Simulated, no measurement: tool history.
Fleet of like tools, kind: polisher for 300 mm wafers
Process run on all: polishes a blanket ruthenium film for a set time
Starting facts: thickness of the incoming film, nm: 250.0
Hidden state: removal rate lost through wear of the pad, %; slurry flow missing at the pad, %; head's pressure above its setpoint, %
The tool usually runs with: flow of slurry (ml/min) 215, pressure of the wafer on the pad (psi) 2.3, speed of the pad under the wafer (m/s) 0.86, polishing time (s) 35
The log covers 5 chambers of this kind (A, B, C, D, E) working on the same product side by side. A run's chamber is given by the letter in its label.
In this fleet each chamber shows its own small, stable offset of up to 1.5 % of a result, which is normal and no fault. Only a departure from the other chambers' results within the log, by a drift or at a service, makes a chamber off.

| run | hour | flow of slurry (ml/min) | pressure of the wafer on the pad (psi) | speed of the pad under the wafer (m/s) | polishing time (s) | wafers polished on this pad | hours since the slurry nozzle was cleaned | hours since the head pressure was calibrated | film removed (Å) |
|---|---|---|---|---|---|---|---|---|---|
|  | 4.4 | chamber B: worn pad replaced by a new one |
|  | 4.6 | chamber A: worn pad replaced by a new one |
|  | 5.3 | chamber B: head pressure recalibrated |
| 1A | 5.4 | 215 | 2.3 | 0.86 | 35 | 12 | 408.3 | 303.7 | 469.35 |
| 2D | 9.8 | 215 | 2.3 | 0.86 | 35 | 234 | 99.5 | 142.9 | 463.45 |
| 3B | 15.5 | 215 | 2.3 | 0.86 | 35 | 153 | 309.8 | 10.2 | 465.63 |
| 4C | 20.9 | 215 | 2.3 | 0.86 | 35 | 318 | 782.8 | 861.4 | 462.64 |
|  | 21.8 | chamber C: head pressure recalibrated |
| 5E | 24.6 | 215 | 2.3 | 0.86 | 35 | 394 | 380.5 | 471.4 | 472.64 |
| 6D | 30.4 | 215 | 2.3 | 0.86 | 35 | 519 | 120.1 | 163.5 | 460.39 |
| 7B | 34.9 | 215 | 2.3 | 0.86 | 35 | 421 | 329.2 | 29.6 | 470.87 |
| 8A | 40.0 | 215 | 2.3 | 0.86 | 35 | 490 | 442.9 | 338.3 | 466.00 |
|  | 43.3 | chamber C: worn pad replaced by a new one |
|  | 45.7 | chamber C: slurry nozzle cleaned |
| 9C | 46.8 | 215 | 2.3 | 0.86 | 35 | 48 | 1.2 | 25.1 | 474.28 |
|  | 51.7 | chamber E: worn pad replaced by a new one |
| 10E | 52.3 | 215 | 2.3 | 0.86 | 35 | 9 | 408.2 | 499.1 | 481.79 |
|  | 53.9 | chamber A: worn pad replaced by a new one |
| 11A | 57.4 | 215 | 2.3 | 0.86 | 35 | 49 | 460.3 | 355.7 | 468.96 |
| 12E | 63.5 | 215 | 2.3 | 0.86 | 35 | 164 | 419.4 | 510.3 | 488.27 |
| 13D | 67.0 | 275 | 1.7 | 0.86 | 35 | 1025 | 156.7 | 200.1 | 352.64 |
| 14B | 70.4 | 275 | 1.7 | 0.86 | 35 | 912 | 364.7 | 65.1 | 357.40 |
| 15C | 78.1 | 275 | 1.7 | 0.86 | 35 | 481 | 32.5 | 56.4 | 362.22 |
|  | 82.3 | chamber C: worn pad replaced by a new one |
| 16B | 83.5 | 275 | 1.7 | 0.86 | 35 | 1093 | 377.8 | 78.2 | 351.02 |
| 17E | 90.5 | 275 | 1.7 | 0.86 | 35 | 537 | 446.4 | 537.3 | 373.79 |
| 18A | 93.9 | 215 | 2.3 | 0.86 | 35 | 553 | 496.8 | 392.2 | 466.67 |
|  | 96.8 | chamber D: worn pad replaced by a new one |
|  | 97.0 | chamber E: worn pad replaced by a new one |
| 19C | 99.4 | 215 | 2.3 | 0.86 | 35 | 236 | 53.8 | 77.7 | 476.44 |
|  | 99.5 | chamber A: worn pad replaced by a new one |
|  | 105.7 | chamber B: worn pad replaced by a new one |
| 20D | 106.2 | 215 | 2.3 | 0.86 | 35 | 130 | 195.9 | 239.3 | 466.70 |
| 21A | 110.3 | 215 | 2.3 | 0.86 | 35 | 149 | 513.2 | 408.6 | 474.63 |
| 22D | 117.7 | 215 | 2.3 | 0.86 | 35 | 288 | 207.4 | 250.8 | 463.39 |
| 23E | 125.3 | 215 | 2.3 | 0.86 | 29 | 392 | 481.2 | 572.1 | 416.06 |
|  | 129.8 | chamber C: worn pad replaced by a new one |
| 24C | 131.6 | 215 | 2.3 | 0.86 | 29 | 25 | 86.0 | 109.9 | 388.70 |
| 25B | 136.6 | 215 | 2.3 | 0.86 | 29 | 428 | 430.9 | 131.3 | 389.77 |
| 26E | 142.0 | 215 | 2.3 | 0.86 | 29 | 622 | 497.9 | 588.8 | 422.25 |
|  | 145.9 | chamber A: slurry nozzle cleaned |
|  | 147.3 | chamber A: worn pad replaced by a new one |
| 27A | 147.8 | 215 | 2.3 | 0.86 | 29 | 6 | 1.9 | 446.1 | 388.28 |
|  | 152.0 | chamber E: worn pad replaced by a new one |
|  | 153.6 | chamber E: slurry nozzle cleaned |
| 28B | 154.6 | 215 | 2.3 | 0.86 | 35 | 676 | 448.9 | 149.3 | 467.83 |
| 29C | 161.7 | 215 | 2.3 | 0.86 | 35 | 440 | 116.1 | 140.0 | 473.48 |
| 30D | 167.4 | 215 | 2.9 | 0.86 | 35 | 975 | 257.1 | 300.5 | 589.25 |
| 31D | 171.1 | 215 | 2.9 | 0.86 | 35 | 1026 | 260.8 | 304.2 | 585.22 |
|  | 171.2 | chamber C: worn pad replaced by a new one |
| 32B | 178.8 | 215 | 2.9 | 0.86 | 35 | 1011 | 473.1 | 173.5 | 595.26 |
| 33E | 182.5 | 215 | 2.9 | 0.86 | 35 | 422 | 28.9 | 629.3 | 656.68 |
|  | 187.9 | chamber A: worn pad replaced by a new one |
| 34C | 188.8 | 215 | 2.9 | 0.86 | 35 | 244 | 143.2 | 167.1 | 589.59 |
|  | 192.3 | chamber D: worn pad replaced by a new one |
| 35A | 195.6 | 215 | 2.3 | 0.86 | 35 | 107 | 49.7 | 493.9 | 468.15 |
| 36A | 201.4 | 215 | 2.3 | 0.86 | 35 | 187 | 55.5 | 499.7 | 466.33 |
|  | 202.5 | chamber E: worn pad replaced by a new one |
| 37E | 207.6 | 215 | 2.3 | 0.86 | 35 | 70 | 54.0 | 654.4 | 521.41 |
| 38B | 211.7 | 215 | 2.3 | 0.86 | 35 | 1465 | 506.0 | 206.4 | 465.43 |
|  | 217.4 | chamber C: worn pad replaced by a new one |
| 39C | 217.4 | 215 | 2.3 | 0.86 | 35 | 0 | 171.8 | 195.7 | 476.48 |
| 40D | 222.2 | 215 | 2.3 | 0.86 | 35 | 414 | 311.9 | 355.3 | 463.90 |
| 41E | 226.4 | 280 | 2.3 | 0.76 | 35 | 330 | 72.8 | 673.2 | 483.57 |

All 5 chambers run these settings next. Forecast each chamber's results:
| 42A | 232.0 | 275 | 2.3 | 0.86 | 35 |  |  |  | ? |
| 42B | 232.0 | 275 | 2.3 | 0.86 | 35 |  |  |  | ? |
| 42C | 232.0 | 275 | 2.3 | 0.86 | 35 |  |  |  | ? |
| 42D | 232.0 | 275 | 2.3 | 0.86 | 35 |  |  |  | ? |
| 42E | 232.0 | 275 | 2.3 | 0.86 | 35 |  |  |  | ? |

| run | film removed (Å) |
|---|---|
| 42A | 487.57 |
| 42B | 484.31 |
| 42C | 491.03 |
| 42D | 485.41 |
| 42E | 551.99 |
